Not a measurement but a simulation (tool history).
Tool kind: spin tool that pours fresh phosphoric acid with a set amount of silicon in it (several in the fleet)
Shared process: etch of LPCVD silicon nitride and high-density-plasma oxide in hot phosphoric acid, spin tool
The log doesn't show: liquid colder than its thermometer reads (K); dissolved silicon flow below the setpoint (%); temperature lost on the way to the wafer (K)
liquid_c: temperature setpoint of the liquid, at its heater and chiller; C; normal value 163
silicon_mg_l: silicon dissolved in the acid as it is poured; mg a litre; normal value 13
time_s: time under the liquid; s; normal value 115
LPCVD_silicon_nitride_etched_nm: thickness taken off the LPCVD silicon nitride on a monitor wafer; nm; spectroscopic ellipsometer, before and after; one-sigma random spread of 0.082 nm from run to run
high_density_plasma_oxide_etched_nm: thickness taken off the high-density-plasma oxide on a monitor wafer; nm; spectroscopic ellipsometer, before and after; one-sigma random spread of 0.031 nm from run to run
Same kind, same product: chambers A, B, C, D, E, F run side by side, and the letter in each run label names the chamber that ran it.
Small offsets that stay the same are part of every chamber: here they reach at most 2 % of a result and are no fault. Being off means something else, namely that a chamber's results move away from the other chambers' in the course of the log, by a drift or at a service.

run     day  liquid_c  silicon_mg_l  time_s  hours since the thermometer was replaced  hours since the dissolved silicon flow meter was replaced  hours since the heated supply line was repaired  read-back film thickness of the LPCVD silicon nitride reference wafer, read on the same gauge (nm)  read-back film thickness of the high-density-plasma oxide reference wafer, read on the same gauge (nm)  LPCVD_silicon_nitride_etched_nm  high_density_plasma_oxide_etched_nm
 1D   0.317       163            13     115                                     223.8                                                      148.9                                           1805.4                                                                                                 130                                                                                                  119.99                           10.468                              0.56187
 2F   0.671       163            13     115                                     683.4                                                      895.1                                           3186.5                                                                                              130.03                                                                                                  119.99                           10.493                              0.53237
 3E   1.033       163            13     115                                     106.1                                                      653.1                                           3085.3                                                                                              130.05                                                                                                  120.04                           10.738                              0.54509
 4A     1.2       163            13     115                                     772.5                                                       1019                                            732.6                                                                                              129.96                                                                                                     120                           10.471                              0.50821
 5C   1.562       163            13     115                                     822.4                                                      564.7                                           2161.2                                                                                              129.98                                                                                                     120                            10.71                              0.54923
 6B   1.833       163            13     115                                    1266.7                                                      870.3                                            983.9                                                                                              130.02                                                                                                  119.98                           10.373                              0.53605
 7A   2.012       163           8.5     115                                       792                                                     1038.5                                            752.1                                                                                              130.01                                                                                                  120.01                           10.348                              0.60918
 8D     2.3       163           8.5     115                                     271.4                                                      196.5                                             1853                                                                                              130.01                                                                                                     120                           10.617                              0.62204
 9C     2.5       163           8.5     115                                     844.9                                                      587.2                                           2183.7                                                                                              129.95                                                                                                  120.01                           10.717                              0.64107
10E   2.821       163           8.5     115                                       149                                                        696                                           3128.2                                                                                              129.99                                                                                                     120                            10.84                              0.64928
11F   3.104       163           8.5     115                                     741.8                                                      953.5                                           3244.9                                                                                              130.02                                                                                                  120.01                           10.633                              0.59538
12B   3.438       163           8.5     115                                    1305.2                                                      908.8                                           1022.4                                                                                              129.98                                                                                                  119.98                           10.708                              0.57486
13B   3.758       163            13     115                                    1312.9                                                      916.5                                           1030.1                                                                                              129.99                                                                                                  119.99                           10.505                              0.58135
      3.975  -- chamber E: dissolved silicon flow meter replaced
14D   4.012       163            13     115                                     312.5                                                      237.6                                           1894.1                                                                                              130.03                                                                                                  119.99                           10.539                              0.46404
15A   4.183       163            13     115                                     844.1                                                     1090.6                                            804.2                                                                                              130.03                                                                                                     120                           10.426                              0.55048
16F   4.492       163            13     115                                     775.1                                                      986.8                                           3278.2                                                                                                 130                                                                                                  120.02                           10.426                              0.48635
17C   4.679       163            13     115                                     897.2                                                      639.5                                             2236                                                                                              130.05                                                                                                  119.98                           10.607                              0.54087
18E   4.925       163            13     115                                     199.5                                                       22.8                                           3178.7                                                                                              129.98                                                                                                  120.02                           10.733                              0.55439
19C   5.204       163            13     115                                     909.8                                                      652.1                                           2248.6                                                                                              129.98                                                                                                  120.01                           10.676                              0.51393
20E   5.525       165            13     115                                     213.9                                                       37.2                                           3193.1                                                                                              129.97                                                                                                  119.98                            11.41                              0.64762
21A   5.754       165            13     115                                     881.8                                                     1128.3                                            841.9                                                                                              130.01                                                                                                  120.01                           11.276                              0.66109
22D   5.954       165            13     115                                     359.1                                                      284.2                                           1940.7                                                                                              130.01                                                                                                  119.98                           11.334                              0.61707
23B   6.342       165            13     115                                    1374.9                                                      978.5                                           1092.1                                                                                                 130                                                                                                     120                           11.234                              0.57227
24F   6.679       165            13     115                                     827.6                                                     1039.3                                           3330.7                                                                                              130.02                                                                                                     120                            11.26                              0.68022
25A   7.033       165            13     115                                     912.5                                                       1159                                            872.6                                                                                              129.97                                                                                                     120                           11.033                              0.63701
26F   7.296       163            13     115                                     842.4                                                     1054.1                                           3345.5                                                                                              129.98                                                                                                  119.98                           10.511                              0.55398
27D   7.546       163            13     115                                     397.3                                                      322.4                                           1978.9                                                                                              130.02                                                                                                  120.02                           10.635                              0.56428
28C   7.775       163            13     115                                     971.5                                                      713.8                                           2310.3                                                                                              129.96                                                                                                  120.01                           10.588                              0.55282
29E   8.088       163            13     115                                     275.4                                                       98.7                                           3254.6                                                                                              130.02                                                                                                  120.01                           10.688                              0.53473
      8.262  -- chamber F: heated supply line repaired
30B   8.362       163            13     115                                    1423.4                                                       1027                                           1140.6                                                                                                 130                                                                                                     120                           10.566                              0.54318
31A   8.533       163            13     115                                     948.5                                                       1195                                            908.6                                                                                              130.01                                                                                                     120                           10.344                              0.50717
32D   8.825       165            13     115                                       428                                                      353.1                                           2009.6                                                                                                 130                                                                                                  120.01                           11.458                              0.60104
33B   9.175       165            13     115                                    1442.9                                                     1046.5                                           1160.1                                                                                              129.96                                                                                                     120                           11.375                               0.5566
34F   9.429       165            13     115                                     893.6                                                     1105.3                                             28.1                                                                                              130.01                                                                                                  119.98                            11.27                              0.61816
35E   9.617       165            13     115                                     312.1                                                      135.4                                           3291.3                                                                                              130.02                                                                                                  120.02                           11.294                              0.64653
36C   9.971       165            13     115                                    1024.2                                                      766.5                                             2363                                                                                                 130                                                                                                  120.01                           11.565                               0.6877
37D  10.158       165            13     115                                       460                                                      385.1                                           2041.6                                                                                              130.01                                                                                                  120.02                           11.418                              0.61925

Read the log: is a single chamber off, either drifting away or since a service, is the gauge that measures every chamber drifting, or is nothing wrong beyond small per-chamber offsets? Name any odd chamber and what most likely caused it.

Beyond each chamber's small constant offset nothing stands out, and the gauge stays steady.

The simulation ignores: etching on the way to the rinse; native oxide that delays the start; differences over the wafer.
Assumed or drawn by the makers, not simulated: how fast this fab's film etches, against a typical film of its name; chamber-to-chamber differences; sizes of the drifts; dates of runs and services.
